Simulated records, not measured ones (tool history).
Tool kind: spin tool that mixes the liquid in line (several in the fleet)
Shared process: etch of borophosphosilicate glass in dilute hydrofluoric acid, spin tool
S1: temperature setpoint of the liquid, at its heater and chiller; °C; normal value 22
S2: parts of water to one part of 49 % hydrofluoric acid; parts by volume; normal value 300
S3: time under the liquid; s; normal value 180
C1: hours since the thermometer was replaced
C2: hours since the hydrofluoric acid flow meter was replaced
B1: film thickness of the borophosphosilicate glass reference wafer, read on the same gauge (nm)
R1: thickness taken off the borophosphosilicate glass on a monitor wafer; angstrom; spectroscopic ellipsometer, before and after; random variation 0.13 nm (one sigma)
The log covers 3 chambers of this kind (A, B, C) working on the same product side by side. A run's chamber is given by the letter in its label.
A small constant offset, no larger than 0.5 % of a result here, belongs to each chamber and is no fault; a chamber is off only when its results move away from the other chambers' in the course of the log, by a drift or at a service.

run 1A day=0.25 | S1=22 S2=300 S3=180 | C1=390.5 C2=919.8 | B1=130.01 | R1=198.24
run 2B day=0.692 | S1=22 S2=300 S3=180 | C1=1632.8 C2=122.2 | B1=130 | R1=195.98
run 3C day=0.933 | S1=22 S2=300 S3=180 | C1=1598.1 C2=1077.3 | B1=130 | R1=197.09
run 4A day=1.354 | S1=22 S2=300 S3=180 | C1=417 C2=946.3 | B1=130.01 | R1=196.12
run 5C day=1.583 | S1=22 S2=300 S3=180 | C1=1613.7 C2=1092.9 | B1=130.01 | R1=196.4
run 6B day=1.975 | S1=22 S2=300 S3=180 | C1=1663.6 C2=153 | B1=129.99 | R1=197.81
run 7B day=2.288 | S1=25.5 S2=385 S3=180 | C1=1671.1 C2=160.5 | B1=130 | R1=160.7
run 8A day=2.538 | S1=25.5 S2=385 S3=180 | C1=445.4 C2=974.7 | B1=130.01 | R1=159.93
run 9C day=2.975 | S1=25.5 S2=385 S3=180 | C1=1647.1 C2=1126.3 | B1=129.98 | R1=160.71
run 10C day=3.329 | S1=22 S2=300 S3=180 | C1=1655.6 C2=1134.8 | B1=130.01 | R1=197.39
run 11A day=3.529 | S1=22 S2=300 S3=180 | C1=469.2 C2=998.5 | B1=130.02 | R1=196.43
run 12B day=3.888 | S1=22 S2=300 S3=180 | C1=1709.5 C2=198.9 | B1=130.01 | R1=196.33
run 13A day=4.321 | S1=22 S2=300 S3=180 | C1=488.2 C2=1017.5 | B1=129.99 | R1=193.04
run 14C day=4.638 | S1=23.5 S2=300 S3=180 | C1=1687 C2=1166.2 | B1=129.99 | R1=207.86
run 15B day=5.017 | S1=23.5 S2=300 S3=180 | C1=1736.6 C2=226 | B1=130 | R1=209.22
run 16B day=5.279 | S1=23.5 S2=300 S3=180 | C1=1742.9 C2=232.3 | B1=130.01 | R1=205.25
run 17C day=5.479 | S1=22 S2=300 S3=180 | C1=1707.2 C2=1186.4 | B1=130.01 | R1=196.73
run 18A day=5.729 | S1=22 S2=300 S3=180 | C1=522 C2=1051.3 | B1=130.01 | R1=190.34
run 19A day=6.125 | S1=22 S2=300 S3=180 | C1=531.5 C2=1060.8 | B1=130.03 | R1=188.99
run 20B day=6.4 | S1=22 S2=300 S3=75 | C1=1769.8 C2=259.2 | B1=130.01 | R1=82.21
-- day=6.467 chamber C: hydrofluoric acid flow meter replaced
run 21C day=6.608 | S1=22 S2=300 S3=75 | C1=1734.3 C2=3.5 | B1=130.01 | R1=82.423

Next, all 3 chambers run the settings below, one line each with question marks for the results. What does each chamber give?
run 22A day=6.933 | S1=22 S2=360 S3=180 | R1=?
run 22B day=6.933 | S1=22 S2=360 S3=180 | R1=?
run 22C day=6.933 | S1=22 S2=360 S3=180 | R1=?

run=22A R1=144.83
run=22B R1=156.92
run=22C R1=155.72

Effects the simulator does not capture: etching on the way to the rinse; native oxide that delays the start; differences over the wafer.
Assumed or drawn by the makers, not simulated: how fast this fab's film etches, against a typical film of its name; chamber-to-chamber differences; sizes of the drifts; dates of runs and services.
